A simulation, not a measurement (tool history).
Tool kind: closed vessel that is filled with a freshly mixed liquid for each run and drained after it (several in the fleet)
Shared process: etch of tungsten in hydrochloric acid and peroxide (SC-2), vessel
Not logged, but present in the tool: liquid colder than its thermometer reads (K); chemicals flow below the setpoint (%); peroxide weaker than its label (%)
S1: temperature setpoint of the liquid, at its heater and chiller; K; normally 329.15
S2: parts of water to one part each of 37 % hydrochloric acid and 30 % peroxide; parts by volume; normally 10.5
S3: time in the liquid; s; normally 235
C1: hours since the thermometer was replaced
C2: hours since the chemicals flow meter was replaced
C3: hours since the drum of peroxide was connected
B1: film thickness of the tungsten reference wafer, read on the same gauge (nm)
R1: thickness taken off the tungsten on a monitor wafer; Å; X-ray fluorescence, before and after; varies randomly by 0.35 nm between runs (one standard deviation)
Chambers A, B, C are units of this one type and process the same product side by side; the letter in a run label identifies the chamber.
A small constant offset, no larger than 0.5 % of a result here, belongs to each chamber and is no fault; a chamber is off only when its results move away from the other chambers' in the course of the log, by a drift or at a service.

run     day      S1    S2   S3      C1      C2      C3      B1      R1
 1A   0.254  329.15  10.5  235  2571.4   322.9   995.0  110.02  454.87
 2C   0.696  329.15  10.5  235   810.0  1861.7   433.2  110.04  451.25
 3B   1.242  329.15  10.5  235   863.1  1085.6   140.9  110.03  454.32
 4C   1.746  329.15  10.5  235   835.2  1886.9   458.4  110.03  449.34
 5A   2.046  329.15   7.5  355  2614.4   365.9  1038.0  109.97  895.72
 6B   2.529  329.15   7.5  355   894.0  1116.5   171.8  109.99  889.66
 7C   3.088  329.15   7.5  355   867.4  1919.1   490.6  110.03  903.06
 8B   3.429  329.15  10.5  235   915.6  1138.1   193.4  109.97  455.88
 9A   3.842  329.15  10.5  235  2657.5   409.0  1081.1  109.97  455.22
10B   4.288  329.15  10.5  235   936.2  1158.7   214.0  110.03  458.12
11A   4.571  329.15  10.5  235  2675.0   426.5  1098.6  109.97  460.30
      4.621  -- chamber A: new drum of peroxide connected
12C   4.938  329.15  10.5  235   911.8  1963.5   535.0  109.98  451.53
13B   5.204  329.15  10.5  235   958.2  1180.7   236.0  110.04  455.05
      5.333  -- chamber B: thermometer replaced
14A   5.667  329.15  10.5  235  2701.3   452.8    25.2  109.99  456.05
15C   6.004  329.15  10.5  235   937.4  1989.1   560.6  110.02  449.23
16C   6.317  325.65  10.5  110   944.9  1996.6   568.1  110.00  170.57
      6.442  -- chamber A: thermometer replaced
17B   6.758  325.65  10.5  110    34.3  1218.0   273.3  110.00  168.11
18A   7.054  325.65  10.5  110    14.8   486.1    58.5  110.01  172.45
19C   7.558  329.15  10.5  235   974.7  2026.4   597.9  110.03  453.40
20A   8.121  329.15  10.5  235    40.4   511.7    84.1  109.98  454.36
21B   8.650  329.15  10.5  235    79.7  1263.4   318.7  109.96  450.60
22B   8.921  329.15  10.5  235    86.2  1269.9   325.2  110.03  446.45
23C   9.183  329.15  10.5  135  1013.7  2065.4   636.9  110.02  263.25
      9.396  -- chamber B: new drum of peroxide connected
24A   9.742  329.15  10.5  135    79.3   550.6   123.0  110.05  260.44
25A  10.108  329.15  10.5  135    88.1   559.4   131.8  110.04  263.05
26B  10.546  329.15  10.5  235   125.2  1308.9    27.7  109.98  442.12
27C  10.821  329.15  10.5  235  1053.0  2104.7   676.2  109.99  454.72
28B  11.183  329.15  10.5  235   140.5  1324.2    43.0  109.99  434.90
29A  11.762  329.15  10.5  235   127.8   599.1   171.5  109.94  455.63
30C  12.100  329.15  10.5  235  1083.7  2135.4   706.9  110.03  454.83
31C  12.658  329.15  10.5  235  1097.1  2148.8   720.3  110.05  454.85
32B  12.988  329.15  10.5  235   183.8  1367.5    86.3  110.03  439.04
     13.467  -- chamber A: chemicals flow meter replaced
33A  13.492  329.15  10.5  235   169.3     0.6   213.0  110.00  455.72
34C  13.962  329.15  10.5  135  1128.4  2180.1   751.6  109.99  260.78
35B  14.496  329.15  10.5  135   220.0  1403.7   122.5  109.99  250.94
36A  14.858  329.15  10.5  135   202.1    33.4   245.8  110.02  264.47

Decide between three cases: one chamber stands off from its peers, the gauge reading all wafers drifts, or nothing is wrong past each chamber's small offset. Where a chamber is off, say which and what most likely put it there.

Chamber B drifts away from the others.
What lies behind it: chemicals flow below the setpoint (%) = 5.63.

Which of the 4 candidates below, each the usual settings with something changed and its results left as question marks, puts chamber B back in line with what the other chambers give on the usual settings?
In line means no further than this from the other chambers' mean on the usual settings: R1 12.00 Å
37B-1  15.271  329.65  10.5  240                   ?
37B-2  15.271  327.65  10.5  235                   ?
37B-3  15.271  329.15  10.5  255                   ?
37B-4  15.271  328.65  10.5  230                   ?

On the usual settings, the other chambers give on average: R1 454.66 Å
  run      R1
37B-1  458.10
37B-2  394.30
37B-3  471.37
37B-4  411.69
The right change is 37B-1: it brings the chamber back within the allowed miss of the others.
